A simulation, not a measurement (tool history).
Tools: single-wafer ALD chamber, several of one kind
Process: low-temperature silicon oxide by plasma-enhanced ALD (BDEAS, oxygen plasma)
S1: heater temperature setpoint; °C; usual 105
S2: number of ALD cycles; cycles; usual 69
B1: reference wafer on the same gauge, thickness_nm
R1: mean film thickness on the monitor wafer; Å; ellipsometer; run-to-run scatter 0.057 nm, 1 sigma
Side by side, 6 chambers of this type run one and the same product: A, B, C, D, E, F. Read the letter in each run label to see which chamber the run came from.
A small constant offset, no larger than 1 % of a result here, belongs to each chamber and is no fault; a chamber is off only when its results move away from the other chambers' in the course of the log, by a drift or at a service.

run 1B day=0.492 | S1=105 S2=69 | B1=9.3144 | R1=98.87
run 2A day=1.083 | S1=105 S2=69 | B1=9.3175 | R1=98.447
run 3D day=1.512 | S1=105 S2=69 | B1=9.3147 | R1=96.927
run 4C day=1.842 | S1=105 S2=69 | B1=9.3309 | R1=97.903
run 5E day=2.154 | S1=105 S2=69 | B1=9.3198 | R1=98.824
run 6F day=2.646 | S1=105 S2=69 | B1=9.3229 | R1=98.033
run 7C day=2.996 | S1=94 S2=59 | B1=9.3208 | R1=86.25
run 8E day=3.342 | S1=94 S2=59 | B1=9.3183 | R1=86.18
run 9F day=3.829 | S1=94 S2=59 | B1=9.3166 | R1=86.679
run 10D day=4.417 | S1=94 S2=59 | B1=9.327 | R1=85.347
run 11A day=4.992 | S1=94 S2=59 | B1=9.3187 | R1=86.092
run 12B day=5.496 | S1=94 S2=59 | B1=9.3123 | R1=87.496
run 13E day=5.775 | S1=105 S2=69 | B1=9.3206 | R1=96.687
run 14F day=6.283 | S1=105 S2=69 | B1=9.3274 | R1=98.706
run 15C day=6.742 | S1=105 S2=69 | B1=9.3211 | R1=98.735
run 16A day=7.304 | S1=105 S2=69 | B1=9.3261 | R1=98.441
run 17D day=7.925 | S1=105 S2=69 | B1=9.3378 | R1=97.597
run 18B day=8.308 | S1=105 S2=69 | B1=9.3056 | R1=99.657
run 19B day=8.808 | S1=105 S2=69 | B1=9.3271 | R1=98.487
run 20C day=9.329 | S1=105 S2=69 | B1=9.3231 | R1=97.72
run 21F day=9.888 | S1=105 S2=69 | B1=9.3287 | R1=98.063
run 22E day=10.362 | S1=105 S2=69 | B1=9.3111 | R1=98.413
run 23A day=10.908 | S1=105 S2=69 | B1=9.3138 | R1=98.488
run 24D day=11.233 | S1=105 S2=69 | B1=9.3185 | R1=97.276
run 25C day=11.788 | S1=105 S2=69 | B1=9.3167 | R1=97.215
run 26F day=12.321 | S1=105 S2=69 | B1=9.3333 | R1=97.147
run 27A day=12.85 | S1=105 S2=69 | B1=9.3196 | R1=98.552
run 28B day=13.167 | S1=105 S2=69 | B1=9.3143 | R1=97.726
run 29E day=13.617 | S1=92 S2=77 | B1=9.3167 | R1=112.06
run 30D day=14.1 | S1=92 S2=77 | B1=9.325 | R1=113.58
run 31F day=14.671 | S1=92 S2=77 | B1=9.3246 | R1=112.75
run 32B day=15.017 | S1=92 S2=77 | B1=9.3228 | R1=115.05
run 33C day=15.596 | S1=92 S2=77 | B1=9.3292 | R1=112.75
run 34A day=16.021 | S1=92 S2=77 | B1=9.3031 | R1=114.09
run 35E day=16.346 | S1=105 S2=69 | B1=9.3148 | R1=98.731
run 36D day=16.896 | S1=105 S2=69 | B1=9.3234 | R1=96.644
run 37F day=17.438 | S1=105 S2=69 | B1=9.3219 | R1=98.086
run 38C day=17.796 | S1=105 S2=69 | B1=9.3327 | R1=98.511
run 39E day=18.338 | S1=105 S2=69 | B1=9.3279 | R1=98.427
run 40A day=18.712 | S1=105 S2=69 | B1=9.3274 | R1=97.151
run 41B day=19.042 | S1=105 S2=69 | B1=9.3179 | R1=98.493
run 42D day=19.446 | S1=105 S2=69 | B1=9.3267 | R1=97.217
run 43F day=19.854 | S1=105 S2=69 | B1=9.3232 | R1=98.01

Read the log: is a single chamber off, either drifting away or since a service, is the gauge that measures every chamber drifting, or is nothing wrong beyond small per-chamber offsets? Name any odd chamber and what most likely caused it.

Neither any chamber nor the gauge drifts; the chambers differ only by their own small, steady offsets.
